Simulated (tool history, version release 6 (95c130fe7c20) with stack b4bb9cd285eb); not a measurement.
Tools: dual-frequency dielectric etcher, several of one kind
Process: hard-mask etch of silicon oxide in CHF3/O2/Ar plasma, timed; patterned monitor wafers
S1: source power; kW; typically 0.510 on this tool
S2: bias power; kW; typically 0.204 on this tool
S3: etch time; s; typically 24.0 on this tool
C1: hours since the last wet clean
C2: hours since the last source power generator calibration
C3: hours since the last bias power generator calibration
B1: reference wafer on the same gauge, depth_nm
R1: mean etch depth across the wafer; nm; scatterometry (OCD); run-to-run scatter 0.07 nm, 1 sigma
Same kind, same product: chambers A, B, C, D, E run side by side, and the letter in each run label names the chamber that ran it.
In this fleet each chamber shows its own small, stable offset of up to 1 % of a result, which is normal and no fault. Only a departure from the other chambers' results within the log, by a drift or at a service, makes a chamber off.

run   hour     S1     S2    S3     C1      C2      C3      B1      R1
 1E    5.4  0.510  0.204  24.0  612.3   426.4   105.8  44.689  46.510
 2C   10.7  0.510  0.204  24.0  545.1   293.7  1803.3  44.671  46.383
 3D   14.2  0.510  0.204  24.0  439.5   832.4   764.5  44.672  46.729
 4B   18.9  0.510  0.204  24.0  298.7  2692.1  1846.6  44.650  46.937
 5A   24.6  0.510  0.204  24.0   96.2    91.6  3585.7  44.663  46.922
 6A   27.7  0.510  0.204  24.0   99.3    94.7  3588.8  44.646  46.836
 7B   30.4  0.510  0.222  28.0  310.2  2703.6  1858.1  44.640  56.232
 8C   33.0  0.510  0.222  28.0  567.4   316.0  1825.6  44.638  55.524
 9D   37.0  0.510  0.222  28.0  462.3   855.2   787.3  44.638  56.026
10E   40.5  0.510  0.222  28.0  647.4   461.5   140.9  44.617  55.626
11E   44.8  0.510  0.222  28.0  651.7   465.8   145.2  44.615  55.915
      47.1  -- chamber D: wet clean of the chamber
12B   49.2  0.560  0.204  27.5  329.0  2722.4  1876.9  44.605  55.722
13A   52.4  0.560  0.204  27.5  124.0   119.4  3613.5  44.588  55.537
14D   56.1  0.560  0.204  27.5    9.1   874.3   806.4  44.609  55.407
15C   59.4  0.560  0.204  27.5  593.8   342.4  1852.0  44.604  54.773
      59.6  -- chamber C: wet clean of the chamber
16E   64.9  0.560  0.204  27.5  671.8   485.9   165.3  44.586  55.090
      66.9  -- chamber C: bias power generator calibrated
17C   70.8  0.510  0.204  24.0   11.2   353.8     3.9  44.563  46.202
18A   74.2  0.510  0.204  24.0  145.8   141.2  3635.3  44.569  46.817
      77.0  -- chamber E: wet clean of the chamber
19B   78.5  0.510  0.204  18.5  358.3  2751.7  1906.2  44.555  36.116
20D   83.0  0.510  0.204  18.5   36.0   901.2   833.3  44.554  35.898
21A   86.2  0.510  0.204  18.5  157.8   153.2  3647.3  44.533  36.001
22E   89.6  0.510  0.204  18.5   12.6   510.6   190.0  44.550  35.779
23C   94.6  0.510  0.204  18.5   35.0   377.6    27.7  44.534  35.569
24D   98.5  0.510  0.204  24.0   51.5   916.7   848.8  44.530  46.500
25B  103.0  0.510  0.204  24.0  382.8  2776.2  1930.7  44.514  46.732
26A  106.2  0.510  0.204  24.0  177.8   173.2  3667.3  44.512  46.738
27E  110.1  0.510  0.204  24.0   33.1   531.1   210.5  44.521  46.203
28B  112.7  0.510  0.204  18.0  392.5  2785.9  1940.4  44.485  35.140
29D  117.8  0.510  0.204  18.0   70.8   936.0   868.1  44.500  34.881
30C  122.3  0.510  0.204  18.0   62.7   405.3    55.4  44.485  34.680
31A  127.3  0.510  0.204  18.0  198.9   194.3  3688.4  44.468  35.061
32D  133.2  0.510  0.204  18.0   86.2   951.4   883.5  44.459  34.979
33C  137.3  0.510  0.204  24.0   77.7   420.3    70.4  44.441  46.073
34B  140.2  0.510  0.204  24.0  420.0  2813.4  1967.9  44.462  46.619
35E  143.0  0.510  0.204  24.0   66.0   564.0   243.4  44.446  46.330
36D  146.6  0.510  0.204  24.0   99.6   964.8   896.9  44.452  46.407
37E  150.1  0.510  0.204  24.0   73.1   571.1   250.5  44.424  46.279
38A  153.9  0.510  0.204  24.0  225.5   220.9  3715.0  44.431  46.524

One chamber off, gauge drift, or nothing amiss beyond the chambers' own small offsets? If it is a chamber, which one, and what is the likeliest cause?

Gauge drift. The chambers move together only on paper, and none stands off.
Cause: gauge reads low (%) = 0.622.

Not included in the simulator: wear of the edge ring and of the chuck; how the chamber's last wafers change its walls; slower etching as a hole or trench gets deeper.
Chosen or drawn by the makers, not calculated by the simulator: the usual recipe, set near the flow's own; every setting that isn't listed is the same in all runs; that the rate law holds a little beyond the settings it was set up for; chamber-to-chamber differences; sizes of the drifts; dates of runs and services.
